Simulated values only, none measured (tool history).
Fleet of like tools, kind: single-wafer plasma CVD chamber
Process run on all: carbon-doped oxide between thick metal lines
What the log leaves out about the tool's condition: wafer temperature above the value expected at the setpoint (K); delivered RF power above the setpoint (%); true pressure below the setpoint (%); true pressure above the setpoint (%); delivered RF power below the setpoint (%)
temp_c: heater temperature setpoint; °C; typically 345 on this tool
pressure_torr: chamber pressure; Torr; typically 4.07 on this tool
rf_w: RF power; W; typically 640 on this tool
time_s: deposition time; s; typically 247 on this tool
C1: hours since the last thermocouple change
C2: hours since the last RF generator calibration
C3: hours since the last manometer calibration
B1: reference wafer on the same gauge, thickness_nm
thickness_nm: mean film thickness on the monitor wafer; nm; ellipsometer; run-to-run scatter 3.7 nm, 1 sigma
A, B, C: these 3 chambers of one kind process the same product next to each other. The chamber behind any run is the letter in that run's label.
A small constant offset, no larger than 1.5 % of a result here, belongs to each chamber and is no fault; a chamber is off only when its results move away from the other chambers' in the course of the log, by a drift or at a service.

{"run": "1A", "hour": 8.2, "temp_c": 345, "pressure_torr": 4.07, "rf_w": 640, "time_s": 247, "C1": 219.3, "C2": 295.3, "C3": 85.0, "B1": 1540.7, "thickness_nm": 1412.4}
{"run": "2B", "hour": 18.8, "temp_c": 345, "pressure_torr": 4.07, "rf_w": 640, "time_s": 247, "C1": 552.1, "C2": 1242.5, "C3": 162.6, "B1": 1540.8, "thickness_nm": 1425.0}
{"run": "3C", "hour": 29.2, "temp_c": 345, "pressure_torr": 4.07, "rf_w": 640, "time_s": 247, "C1": 1520.4, "C2": 511.1, "C3": 602.1, "B1": 1540.0, "thickness_nm": 1394.7}
{"run": "4C", "hour": 36.3, "temp_c": 345, "pressure_torr": 4.07, "rf_w": 640, "time_s": 247, "C1": 1527.5, "C2": 518.2, "C3": 609.2, "B1": 1540.2, "thickness_nm": 1391.4}
{"run": "5A", "hour": 43.6, "temp_c": 345, "pressure_torr": 4.07, "rf_w": 640, "time_s": 247, "C1": 254.7, "C2": 330.7, "C3": 120.4, "B1": 1540.3, "thickness_nm": 1409.6}
{"run": "6B", "hour": 49.7, "temp_c": 345, "pressure_torr": 4.07, "rf_w": 640, "time_s": 247, "C1": 583.0, "C2": 1273.4, "C3": 193.5, "B1": 1540.4, "thickness_nm": 1429.9}
{"run": "7B", "hour": 54.6, "temp_c": 345, "pressure_torr": 4.07, "rf_w": 640, "time_s": 247, "C1": 587.9, "C2": 1278.3, "C3": 198.4, "B1": 1540.3, "thickness_nm": 1426.3}
{"run": "8A", "hour": 64.5, "temp_c": 345, "pressure_torr": 4.07, "rf_w": 640, "time_s": 247, "C1": 275.6, "C2": 351.6, "C3": 141.3, "B1": 1539.4, "thickness_nm": 1407.2}
{"run": "9C", "hour": 75.0, "temp_c": 345, "pressure_torr": 4.07, "rf_w": 640, "time_s": 247, "C1": 1566.2, "C2": 556.9, "C3": 647.9, "B1": 1539.7, "thickness_nm": 1388.0}
{"run": "10B", "hour": 83.9, "temp_c": 345, "pressure_torr": 4.07, "rf_w": 640, "time_s": 247, "C1": 617.2, "C2": 1307.6, "C3": 227.7, "B1": 1539.4, "thickness_nm": 1422.6}
{"run": "11C", "hour": 88.6, "temp_c": 345, "pressure_torr": 4.07, "rf_w": 640, "time_s": 247, "C1": 1579.8, "C2": 570.5, "C3": 661.5, "B1": 1540.6, "thickness_nm": 1389.1}
{"run": "12A", "hour": 97.6, "temp_c": 345, "pressure_torr": 4.07, "rf_w": 640, "time_s": 247, "C1": 308.7, "C2": 384.7, "C3": 174.4, "B1": 1540.1, "thickness_nm": 1403.9}
{"run": "13A", "hour": 107.6, "temp_c": 345, "pressure_torr": 4.07, "rf_w": 640, "time_s": 247, "C1": 318.7, "C2": 394.7, "C3": 184.4, "B1": 1540.8, "thickness_nm": 1418.6}
{"run": "14C", "hour": 115.5, "temp_c": 345, "pressure_torr": 4.07, "rf_w": 640, "time_s": 247, "C1": 1606.7, "C2": 597.4, "C3": 688.4, "B1": 1540.3, "thickness_nm": 1384.3}
{"run": "15B", "hour": 123.8, "temp_c": 345, "pressure_torr": 4.07, "rf_w": 640, "time_s": 247, "C1": 657.1, "C2": 1347.5, "C3": 267.6, "B1": 1541.1, "thickness_nm": 1431.9}
{"run": "16A", "hour": 129.3, "temp_c": 345, "pressure_torr": 4.07, "rf_w": 640, "time_s": 247, "C1": 340.4, "C2": 416.4, "C3": 206.1, "B1": 1539.8, "thickness_nm": 1415.6}
{"run": "17B", "hour": 139.4, "temp_c": 339, "pressure_torr": 4.07, "rf_w": 640, "time_s": 247, "C1": 672.7, "C2": 1363.1, "C3": 283.2, "B1": 1540.1, "thickness_nm": 1449.3}
{"run": "18C", "hour": 145.3, "temp_c": 339, "pressure_torr": 4.07, "rf_w": 640, "time_s": 247, "C1": 1636.5, "C2": 627.2, "C3": 718.2, "B1": 1539.8, "thickness_nm": 1404.5}
{"run": "19B", "hour": 153.2, "temp_c": 339, "pressure_torr": 4.07, "rf_w": 640, "time_s": 247, "C1": 686.5, "C2": 1376.9, "C3": 297.0, "B1": 1541.6, "thickness_nm": 1450.8}
{"run": "20C", "hour": 162.3, "temp_c": 345, "pressure_torr": 4.07, "rf_w": 640, "time_s": 247, "C1": 1653.5, "C2": 644.2, "C3": 735.2, "B1": 1540.0, "thickness_nm": 1376.6}
{"run": "21A", "hour": 168.3, "temp_c": 345, "pressure_torr": 4.07, "rf_w": 745, "time_s": 247, "C1": 379.4, "C2": 455.4, "C3": 245.1, "B1": 1539.1, "thickness_nm": 1547.9}
{"run": "22C", "hour": 175.4, "temp_c": 345, "pressure_torr": 4.07, "rf_w": 745, "time_s": 247, "C1": 1666.6, "C2": 657.3, "C3": 748.3, "B1": 1539.7, "thickness_nm": 1504.5}
{"hour": 179.1, "done": "chamber C: thermocouple changed; heater temperature recalibrated"}
{"run": "23B", "hour": 184.5, "temp_c": 345, "pressure_torr": 4.07, "rf_w": 745, "time_s": 247, "C1": 717.8, "C2": 1408.2, "C3": 328.3, "B1": 1539.8, "thickness_nm": 1567.1}
{"run": "24A", "hour": 191.9, "temp_c": 345, "pressure_torr": 4.07, "rf_w": 640, "time_s": 247, "C1": 403.0, "C2": 479.0, "C3": 268.7, "B1": 1539.6, "thickness_nm": 1418.5}
{"run": "25C", "hour": 201.9, "temp_c": 345, "pressure_torr": 4.7, "rf_w": 640, "time_s": 288, "C1": 22.9, "C2": 683.8, "C3": 774.8, "B1": 1540.9, "thickness_nm": 1637.8}
{"run": "26A", "hour": 209.6, "temp_c": 345, "pressure_torr": 4.7, "rf_w": 640, "time_s": 288, "C1": 420.7, "C2": 496.7, "C3": 286.4, "B1": 1540.5, "thickness_nm": 1687.4}
{"hour": 213.9, "done": "chamber B: RF generator calibrated"}
{"run": "27B", "hour": 220.3, "temp_c": 345, "pressure_torr": 4.7, "rf_w": 640, "time_s": 288, "C1": 753.6, "C2": 6.5, "C3": 364.1, "B1": 1539.5, "thickness_nm": 1701.9}
{"run": "28A", "hour": 225.7, "temp_c": 345, "pressure_torr": 4.07, "rf_w": 640, "time_s": 247, "C1": 436.8, "C2": 512.8, "C3": 302.5, "B1": 1540.0, "thickness_nm": 1410.7}
{"run": "29C", "hour": 234.6, "temp_c": 345, "pressure_torr": 4.07, "rf_w": 640, "time_s": 247, "C1": 55.6, "C2": 716.5, "C3": 807.5, "B1": 1540.2, "thickness_nm": 1367.5}
{"run": "30B", "hour": 240.1, "temp_c": 345, "pressure_torr": 4.07, "rf_w": 640, "time_s": 247, "C1": 773.4, "C2": 26.3, "C3": 383.9, "B1": 1541.0, "thickness_nm": 1415.6}
{"run": "31B", "hour": 246.7, "temp_c": 359, "pressure_torr": 4.07, "rf_w": 640, "time_s": 275, "C1": 780.0, "C2": 32.9, "C3": 390.5, "B1": 1540.0, "thickness_nm": 1536.9}
{"run": "32A", "hour": 251.6, "temp_c": 359, "pressure_torr": 4.07, "rf_w": 640, "time_s": 275, "C1": 462.7, "C2": 538.7, "C3": 328.4, "B1": 1540.2, "thickness_nm": 1517.1}
{"run": "33C", "hour": 256.4, "temp_c": 359, "pressure_torr": 4.07, "rf_w": 640, "time_s": 275, "C1": 77.4, "C2": 738.3, "C3": 829.3, "B1": 1539.5, "thickness_nm": 1456.4}
{"run": "34B", "hour": 262.1, "temp_c": 345, "pressure_torr": 4.07, "rf_w": 640, "time_s": 247, "C1": 795.4, "C2": 48.3, "C3": 405.9, "B1": 1539.8, "thickness_nm": 1420.0}
{"run": "35C", "hour": 272.0, "temp_c": 345, "pressure_torr": 4.07, "rf_w": 640, "time_s": 247, "C1": 93.0, "C2": 753.9, "C3": 844.9, "B1": 1541.6, "thickness_nm": 1362.0}
{"run": "36A", "hour": 282.6, "temp_c": 345, "pressure_torr": 4.07, "rf_w": 640, "time_s": 247, "C1": 493.7, "C2": 569.7, "C3": 359.4, "B1": 1539.6, "thickness_nm": 1407.0}
{"run": "37B", "hour": 287.5, "temp_c": 345, "pressure_torr": 4.07, "rf_w": 640, "time_s": 247, "C1": 820.8, "C2": 73.7, "C3": 431.3, "B1": 1539.7, "thickness_nm": 1420.4}
{"run": "38A", "hour": 298.1, "temp_c": 345, "pressure_torr": 4.07, "rf_w": 640, "time_s": 247, "C1": 509.2, "C2": 585.2, "C3": 374.9, "B1": 1540.1, "thickness_nm": 1414.2}
{"run": "39C", "hour": 303.0, "temp_c": 345, "pressure_torr": 4.07, "rf_w": 640, "time_s": 247, "C1": 124.0, "C2": 784.9, "C3": 875.9, "B1": 1540.3, "thickness_nm": 1350.3}
{"run": "40B", "hour": 310.6, "temp_c": 345, "pressure_torr": 4.07, "rf_w": 640, "time_s": 247, "C1": 843.9, "C2": 96.8, "C3": 454.4, "B1": 1539.3, "thickness_nm": 1424.2}
{"run": "41A", "hour": 319.5, "temp_c": 338, "pressure_torr": 4.07, "rf_w": 730, "time_s": 247, "C1": 530.6, "C2": 606.6, "C3": 396.3, "B1": 1540.5, "thickness_nm": 1554.8}
{"run": "42C", "hour": 324.6, "temp_c": 338, "pressure_torr": 4.07, "rf_w": 730, "time_s": 247, "C1": 145.6, "C2": 806.5, "C3": 897.5, "B1": 1539.4, "thickness_nm": 1483.5}
{"run": "43B", "hour": 330.2, "temp_c": 338, "pressure_torr": 4.07, "rf_w": 730, "time_s": 247, "C1": 863.5, "C2": 116.4, "C3": 474.0, "B1": 1539.8, "thickness_nm": 1578.8}

All chambers now run identical settings, listed one chamber a line with results as question marks. What results will each chamber show?
{"run": "44A", "hour": 337.9, "temp_c": 345, "pressure_torr": 4.07, "rf_w": 640, "time_s": 247, "thickness_nm": "?"}
{"run": "44B", "hour": 337.9, "temp_c": 345, "pressure_torr": 4.07, "rf_w": 640, "time_s": 247, "thickness_nm": "?"}
{"run": "44C", "hour": 337.9, "temp_c": 345, "pressure_torr": 4.07, "rf_w": 640, "time_s": 247, "thickness_nm": "?"}

run=44A thickness_nm=1411.0
run=44B thickness_nm=1427.6
run=44C thickness_nm=1344.4
